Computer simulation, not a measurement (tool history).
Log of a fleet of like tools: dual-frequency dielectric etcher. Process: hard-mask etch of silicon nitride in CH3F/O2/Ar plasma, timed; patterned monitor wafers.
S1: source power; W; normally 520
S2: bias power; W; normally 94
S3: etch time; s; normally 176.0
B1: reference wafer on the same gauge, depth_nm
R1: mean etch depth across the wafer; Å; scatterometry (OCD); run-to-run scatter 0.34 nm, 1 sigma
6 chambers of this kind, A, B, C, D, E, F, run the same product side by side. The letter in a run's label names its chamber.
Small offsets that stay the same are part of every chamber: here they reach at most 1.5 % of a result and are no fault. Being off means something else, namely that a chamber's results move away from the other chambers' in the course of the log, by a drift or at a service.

{"run": "1E", "hour": 6.0, "S1": 520, "S2": 94, "S3": 176.0, "B1": 123.98, "R1": 1512.8}
{"run": "2D", "hour": 12.7, "S1": 520, "S2": 94, "S3": 176.0, "B1": 124.06, "R1": 1494.3}
{"run": "3C", "hour": 23.1, "S1": 520, "S2": 94, "S3": 176.0, "B1": 123.98, "R1": 1491.5}
{"hour": 27.5, "done": "chamber D: wet clean of the chamber"}
{"run": "4F", "hour": 30.9, "S1": 520, "S2": 94, "S3": 176.0, "B1": 124.0, "R1": 1495.1}
{"run": "5A", "hour": 39.2, "S1": 520, "S2": 94, "S3": 176.0, "B1": 124.02, "R1": 1487.0}
{"run": "6B", "hour": 46.6, "S1": 520, "S2": 94, "S3": 176.0, "B1": 124.05, "R1": 1503.2}
{"run": "7F", "hour": 57.0, "S1": 520, "S2": 94, "S3": 176.0, "B1": 123.99, "R1": 1494.2}
{"run": "8D", "hour": 66.7, "S1": 520, "S2": 94, "S3": 176.0, "B1": 124.01, "R1": 1489.0}
{"run": "9C", "hour": 76.1, "S1": 520, "S2": 94, "S3": 176.0, "B1": 123.99, "R1": 1496.9}
{"run": "10E", "hour": 84.9, "S1": 520, "S2": 94, "S3": 176.0, "B1": 124.04, "R1": 1508.8}
{"run": "11A", "hour": 97.7, "S1": 520, "S2": 94, "S3": 176.0, "B1": 123.97, "R1": 1487.7}
{"hour": 99.0, "done": "chamber B: source power generator calibrated"}
{"run": "12B", "hour": 105.9, "S1": 520, "S2": 94, "S3": 176.0, "B1": 124.05, "R1": 1502.7}
{"run": "13E", "hour": 112.4, "S1": 520, "S2": 94, "S3": 176.0, "B1": 123.99, "R1": 1510.5}
{"run": "14A", "hour": 119.9, "S1": 520, "S2": 94, "S3": 176.0, "B1": 123.99, "R1": 1495.0}
{"run": "15B", "hour": 128.9, "S1": 520, "S2": 94, "S3": 176.0, "B1": 124.05, "R1": 1503.5}
{"run": "16C", "hour": 138.1, "S1": 520, "S2": 94, "S3": 176.0, "B1": 123.97, "R1": 1503.1}
{"run": "17D", "hour": 147.4, "S1": 520, "S2": 94, "S3": 176.0, "B1": 124.05, "R1": 1495.2}
{"run": "18F", "hour": 154.9, "S1": 520, "S2": 94, "S3": 176.0, "B1": 124.06, "R1": 1491.4}
{"run": "19C", "hour": 164.7, "S1": 520, "S2": 94, "S3": 176.0, "B1": 123.95, "R1": 1489.3}
{"hour": 168.6, "done": "chamber E: wet clean of the chamber"}
{"run": "20B", "hour": 174.7, "S1": 520, "S2": 94, "S3": 211.5, "B1": 123.95, "R1": 1804.6}
{"run": "21E", "hour": 184.8, "S1": 520, "S2": 94, "S3": 211.5, "B1": 124.03, "R1": 1820.1}
{"run": "22A", "hour": 192.9, "S1": 520, "S2": 94, "S3": 211.5, "B1": 124.03, "R1": 1789.8}
{"run": "23D", "hour": 200.9, "S1": 520, "S2": 94, "S3": 211.5, "B1": 123.97, "R1": 1800.1}
{"run": "24F", "hour": 213.0, "S1": 520, "S2": 94, "S3": 211.5, "B1": 124.02, "R1": 1799.5}
{"run": "25E", "hour": 223.3, "S1": 520, "S2": 94, "S3": 211.5, "B1": 124.02, "R1": 1816.6}
{"run": "26D", "hour": 231.4, "S1": 460, "S2": 94, "S3": 219.5, "B1": 123.96, "R1": 1783.2}
{"run": "27A", "hour": 242.7, "S1": 460, "S2": 94, "S3": 219.5, "B1": 124.02, "R1": 1788.2}
{"run": "28B", "hour": 252.9, "S1": 460, "S2": 94, "S3": 219.5, "B1": 123.98, "R1": 1792.8}
{"run": "29C", "hour": 259.8, "S1": 460, "S2": 94, "S3": 219.5, "B1": 123.99, "R1": 1790.9}
{"hour": 266.1, "done": "chamber C: bias power generator calibrated"}
{"hour": 266.6, "done": "chamber B: wet clean of the chamber"}
{"run": "30F", "hour": 272.1, "S1": 460, "S2": 94, "S3": 219.5, "B1": 124.04, "R1": 1776.5}
{"run": "31F", "hour": 278.7, "S1": 460, "S2": 94, "S3": 219.5, "B1": 124.03, "R1": 1780.8}
{"run": "32C", "hour": 288.3, "S1": 520, "S2": 94, "S3": 176.0, "B1": 124.01, "R1": 1493.5}
{"hour": 292.2, "done": "chamber F: wet clean of the chamber"}
{"run": "33E", "hour": 299.7, "S1": 520, "S2": 94, "S3": 176.0, "B1": 124.04, "R1": 1505.2}
{"run": "34D", "hour": 312.7, "S1": 520, "S2": 94, "S3": 176.0, "B1": 124.06, "R1": 1495.7}
{"run": "35A", "hour": 321.0, "S1": 520, "S2": 94, "S3": 176.0, "B1": 123.95, "R1": 1497.2}
{"run": "36B", "hour": 330.1, "S1": 520, "S2": 94, "S3": 176.0, "B1": 123.98, "R1": 1500.2}
{"run": "37F", "hour": 338.3, "S1": 520, "S2": 94, "S3": 176.0, "B1": 124.04, "R1": 1490.6}

Is one chamber off against the others, does the gauge drift, or is nothing wrong? If a chamber is off, say which, and what the likeliest cause is.

All chambers stay in line apart from their small fixed offsets, and the gauge does not drift.

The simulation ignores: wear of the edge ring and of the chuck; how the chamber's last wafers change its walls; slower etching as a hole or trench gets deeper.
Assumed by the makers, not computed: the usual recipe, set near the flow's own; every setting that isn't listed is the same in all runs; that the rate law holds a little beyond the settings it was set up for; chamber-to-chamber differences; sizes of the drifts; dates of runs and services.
